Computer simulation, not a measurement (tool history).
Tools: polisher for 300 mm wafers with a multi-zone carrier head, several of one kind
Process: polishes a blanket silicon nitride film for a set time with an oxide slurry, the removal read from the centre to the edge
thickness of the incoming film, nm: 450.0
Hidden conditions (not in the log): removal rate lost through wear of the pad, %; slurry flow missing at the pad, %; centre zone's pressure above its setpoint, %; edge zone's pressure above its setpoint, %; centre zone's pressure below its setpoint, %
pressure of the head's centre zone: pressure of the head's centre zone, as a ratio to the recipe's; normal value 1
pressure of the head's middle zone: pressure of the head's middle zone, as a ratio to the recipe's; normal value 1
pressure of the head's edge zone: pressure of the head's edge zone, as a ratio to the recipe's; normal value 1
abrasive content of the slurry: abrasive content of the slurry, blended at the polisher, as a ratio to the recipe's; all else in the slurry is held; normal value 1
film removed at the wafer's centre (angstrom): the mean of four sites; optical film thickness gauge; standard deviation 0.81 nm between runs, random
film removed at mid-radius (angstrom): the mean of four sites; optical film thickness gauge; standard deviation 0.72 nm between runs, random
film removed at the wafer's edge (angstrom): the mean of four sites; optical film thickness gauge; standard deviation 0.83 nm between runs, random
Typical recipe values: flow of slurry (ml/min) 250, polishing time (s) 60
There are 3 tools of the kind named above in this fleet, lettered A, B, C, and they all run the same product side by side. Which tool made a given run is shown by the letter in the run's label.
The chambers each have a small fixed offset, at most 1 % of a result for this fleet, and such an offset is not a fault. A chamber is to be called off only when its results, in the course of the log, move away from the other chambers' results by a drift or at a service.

run	day	flow of slurry (ml/min)	pressure of the head's centre zone	pressure of the head's middle zone	pressure of the head's edge zone	abrasive content of the slurry	polishing time (s)	wafers polished on this pad	hours since the slurry nozzle was cleaned	hours since the centre zone pressure was calibrated	hours since the edge zone pressure was calibrated	film removed at the wafer's centre (angstrom)	film removed at mid-radius (angstrom)	film removed at the wafer's edge (angstrom)
1B	0.354	250	1	1	1	1	60	432	318.9	217.1	1131	688.53	685.81	705.36
# day 0.367: chamber C: slurry nozzle cleaned
# day 0.554: chamber A: worn pad replaced by a new one
2A	0.688	250	1	1	1	1	60	20	440	345	345.3	696.81	684.4	696.02
3C	0.95	250	1	1	1	1	60	803	14	601.4	632.1	687.3	681.78	696.8
4A	1.258	250	1	1	1	1	60	104	453.7	358.7	359	672.15	693.26	685.64
5B	1.425	250	1	1	1	1	60	590	344.6	242.8	1156.7	693.09	690.72	700.17
6C	1.821	250	1	1	1	1	60	931	34.9	622.3	653	666.28	671.31	699.82
7C	2.05	250	1	1	1	1	60	965	40.4	627.8	658.5	680.94	688.03	685.47
8A	2.438	250	1	1	1	1	60	278	482	387	387.3	688.5	686.53	678.49
# day 2.496: chamber B: worn pad replaced by a new one
9B	2.754	250	1	1	1	1	60	38	376.5	274.7	1188.6	694.45	679.55	698.51
10A	2.942	250	1	1	1	1	60	352	494.1	399.1	399.4	684.57	687.21	684.94
# day 3.079: chamber B: edge zone pressure recalibrated
11C	3.238	250	1	1	1	1	60	1140	68.9	656.3	687	683.66	676.5	687.39
12B	3.488	250	1	1	1	1	60	146	394.1	292.3	9.8	692	693.63	683.66
13B	3.862	250	1	1	1	1	60	201	403.1	301.3	18.8	681.61	683.34	687.77
14C	4.179	250	1	1	0.95	1	60	1279	91.5	678.9	709.6	677.43	672.11	670.12
# day 4.283: chamber C: worn pad replaced by a new one
15A	4.471	250	1	1	0.95	1	60	577	530.8	435.8	436.1	689.4	683.07	652.08
16C	4.842	250	1	1	0.95	1	60	82	107.4	694.8	725.5	698.42	679.87	664.65
17B	5.2	250	1	1	1	1	60	398	435.2	333.4	50.9	700.23	673.5	707.49
# day 5.229: chamber A: edge zone pressure recalibrated
# day 5.392: chamber A: worn pad replaced by a new one
18A	5.467	250	1	1	1	1	60	11	554.7	459.7	5.8	688.23	687.45	692.19
19C	5.662	250	1	1	1	1	60	203	127.1	714.5	745.2	672.22	687.44	675.5
20A	6.008	250	1	1	1	1	60	90	567.7	472.7	18.8	682.01	681.44	693.79
21B	6.338	250	1	1	1	1	60	566	462.5	360.7	78.2	668.6	675.91	687.87
22A	6.542	250	1	1	1	1	60	169	580.5	485.5	31.6	684.49	685.67	695.4
23C	6.746	250	1	1	1	1	60	363	153.1	740.5	771.2	674.79	682.05	701.35
24B	7.083	250	1	1	1	1	60	676	480.4	378.6	96.1	692.48	693.91	694.5
25C	7.454	250	1	1	1	1	60	467	170.1	757.5	788.2	667.26	683.18	676.65
26A	7.721	250	1	1	1	1	60	343	608.8	513.8	59.9	685.82	695.84	682.05
# day 7.754: chamber B: worn pad replaced by a new one
27B	7.9	250	1	1	1	1	60	21	500	398.2	115.7	683.21	678.61	696.28
28B	8.138	250	1	1	1	1	60	56	505.7	403.9	121.4	704.6	680.25	690.37
29A	8.367	250	1	1	1	1	60	438	624.3	529.3	75.4	706.25	684.17	692.12
30C	8.65	205	1	1	1	1.1	60	643	198.8	786.2	816.9	666.4	699.52	700.85
# day 8.683: chamber C: edge zone pressure recalibrated
31C	8.95	205	1	1	1	1.1	60	688	206	793.4	6.5	677.34	685.19	689.32
32B	9.217	205	1	1	1	1.1	60	215	531.6	429.8	147.3	688.12	688.24	707.47
33A	9.579	250	1	1	1	1	60	617	653.4	558.4	104.5	681.34	687.35	685.28
34A	9.833	250	1	1	1	1	60	654	659.5	564.5	110.6	683.47	687.67	676.95
35B	10.175	250	1	1	1	1	60	357	554.6	452.8	170.3	700.2	679.43	682.27
36C	10.408	250	1	1	1	1	60	903	241	828.4	41.5	631.83	678.83	689.46
# day 10.667: chamber A: worn pad replaced by a new one
37A	10.667	290	1	1	1	0.8	60	0	679.5	584.5	130.6	647.79	619.56	630.2
38C	11.025	290	1	1	1	0.8	60	993	255.8	843.2	56.3	577.72	622.08	624.45
39B	11.388	290	1	1	1	0.8	60	535	583.7	481.9	199.4	625.84	616.11	622.49
40B	11.738	250	1	1	1	1	60	587	592.1	490.3	207.8	667.46	692.65	696.55
41A	12.083	250	1	1	1	1	60	209	713.5	618.5	164.6	685.45	697.15	697.01
42C	12.371	250	1	1	1	1	60	1192	288.1	875.5	88.6	628.52	679.64	683.59
43A	12.6	250	1	1	1	1	60	285	725.9	630.9	177	684.99	693.69	692.57

Is one chamber off against the others, does the gauge drift, or is nothing wrong? If a chamber is off, say which, and what the likeliest cause is.

Little by little, chamber C moves away from the other chambers.
Likeliest cause: centre zone's pressure below its setpoint, % = 8.45.

Which of the 4 candidates below, each the usual settings with something changed and its results left as question marks, puts chamber C back in line with what the other chambers give on the usual settings?
In line here means within this much of the mean the other chambers give on the usual settings: film removed at the wafer's centre (angstrom) 28; film removed at mid-radius (angstrom) 25; film removed at the wafer's edge (angstrom) 29
44C-1	12.883	255	1.07	0.99	0.97	1	61					?	?	?
44C-2	12.883	250	1.02	1	0.99	1	60					?	?	?
44C-3	12.883	250	0.98	1	1.01	1	60					?	?	?
44C-4	12.883	245	0.93	1.01	1.03	1	59					?	?	?

On the usual settings, the other chambers give on average: film removed at the wafer's centre (angstrom) 687.12; film removed at mid-radius (angstrom) 684.83; film removed at the wafer's edge (angstrom) 689.46
run	film removed at the wafer's centre (angstrom)	film removed at mid-radius (angstrom)	film removed at the wafer's edge (angstrom)
44C-1	684.28	683.88	688.43
44C-2	637.27	677.41	683.09
44C-3	609.97	677.52	690.29
44C-4	564.79	670.8	684.53
44C-1 brings the chamber back in line.
